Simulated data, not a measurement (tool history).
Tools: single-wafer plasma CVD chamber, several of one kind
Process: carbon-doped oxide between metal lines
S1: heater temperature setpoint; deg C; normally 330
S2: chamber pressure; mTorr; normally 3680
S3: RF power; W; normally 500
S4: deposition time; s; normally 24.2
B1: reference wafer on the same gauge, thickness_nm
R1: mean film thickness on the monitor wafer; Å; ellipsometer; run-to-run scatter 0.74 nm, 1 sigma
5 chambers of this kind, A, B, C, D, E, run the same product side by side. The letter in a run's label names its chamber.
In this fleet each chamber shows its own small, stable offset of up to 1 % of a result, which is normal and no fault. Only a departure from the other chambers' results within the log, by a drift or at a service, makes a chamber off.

run   hour   S1    S2   S3    S4      B1      R1
 1D    4.5  330  3680  500  24.2  144.76  1255.9
 2A    9.9  330  3680  500  24.2  145.12  1269.3
 3B   14.4  330  3680  500  24.2  144.89  1282.9
 4C   20.3  330  3680  500  24.2  144.85  1289.2
 5E   24.4  330  3680  500  24.2  145.07  1267.3
 6A   28.9  330  3680  500  24.2  144.92  1266.2
 7D   35.1  330  3680  500  24.2     145  1260.7
 8E   40.2  330  3680  500  24.2     145  1273.8
 9C   46.3  330  3680  500  24.2  144.98  1269.8
10B   52.5  330  3680  500  24.2  145.15    1280
11B     57  330  3680  500  24.2   144.9  1270.9
12C   60.5  330  3680  500  24.2  144.98    1285
13E   64.9  330  3680  500  24.2  144.96  1271.2
14A   68.8  330  3680  500  24.2  144.95  1250.8
15D   73.4  330  3680  500  24.2  144.79  1252.6
16E     79  330  3680  500  24.2  144.95  1271.6
17A   83.1  325  3130  500  24.2  145.01  1279.5
18D   87.4  325  3130  500  24.2  145.06  1242.2
19C   93.5  325  3130  500  24.2  145.13  1281.1
20B   99.3  325  3130  500  24.2  144.92  1270.1
21D    102  325  3130  500  24.2  145.02  1243.3
     104.2  -- chamber D: thermocouple changed; heater temperature recalibrated
22B  105.7  330  3680  500  24.2  144.94  1272.3
23C  109.4  330  3680  500  24.2   144.9  1283.9
24A  113.5  330  3680  500  24.2  145.21  1270.5
25E  118.7  330  3680  500  24.2  144.96  1261.8
26E  123.1  337  3680  500  28.6  144.97    1481
27D  127.1  337  3680  500  28.6  145.14    1404
28A  130.7  337  3680  500  28.6  144.95  1476.2
29C  135.7  337  3680  500  28.6  145.03  1466.9
30B  139.7  337  3680  500  28.6  144.77  1470.2
31A  145.3  330  3680  500  24.2   144.9  1263.9
32E  150.6  330  3680  500  24.2  144.97  1272.1
33C  153.5  330  3680  500  24.2  145.11  1280.8
34B  159.6  330  3680  500  24.2  144.84  1269.3
35D  164.2  330  3680  500  24.2  144.84  1217.5
36B  168.4  330  3680  500  24.2  145.18  1273.4
     168.5  -- chamber C: capacitance manometer re-zeroed and calibrated
37C  171.8  330  3680  500  24.2  144.72  1274.9
38E  174.8  330  3680  500  24.2  144.84  1271.9
39A  180.9  330  3680  500  24.2  145.09    1267
40D  186.8  330  3680  500  24.2  144.99  1210.3

The same settings go to every chamber for the next run, one line per chamber below. Forecast the results for each:
41A  191.2  330  3680  555  24.2       ?
41B  191.2  330  3680  555  24.2       ?
41C  191.2  330  3680  555  24.2       ?
41D  191.2  330  3680  555  24.2       ?
41E  191.2  330  3680  555  24.2       ?

run      R1
41A  1355.1
41B  1356.6
41C  1359.5
41D  1286.6
41E  1356.2

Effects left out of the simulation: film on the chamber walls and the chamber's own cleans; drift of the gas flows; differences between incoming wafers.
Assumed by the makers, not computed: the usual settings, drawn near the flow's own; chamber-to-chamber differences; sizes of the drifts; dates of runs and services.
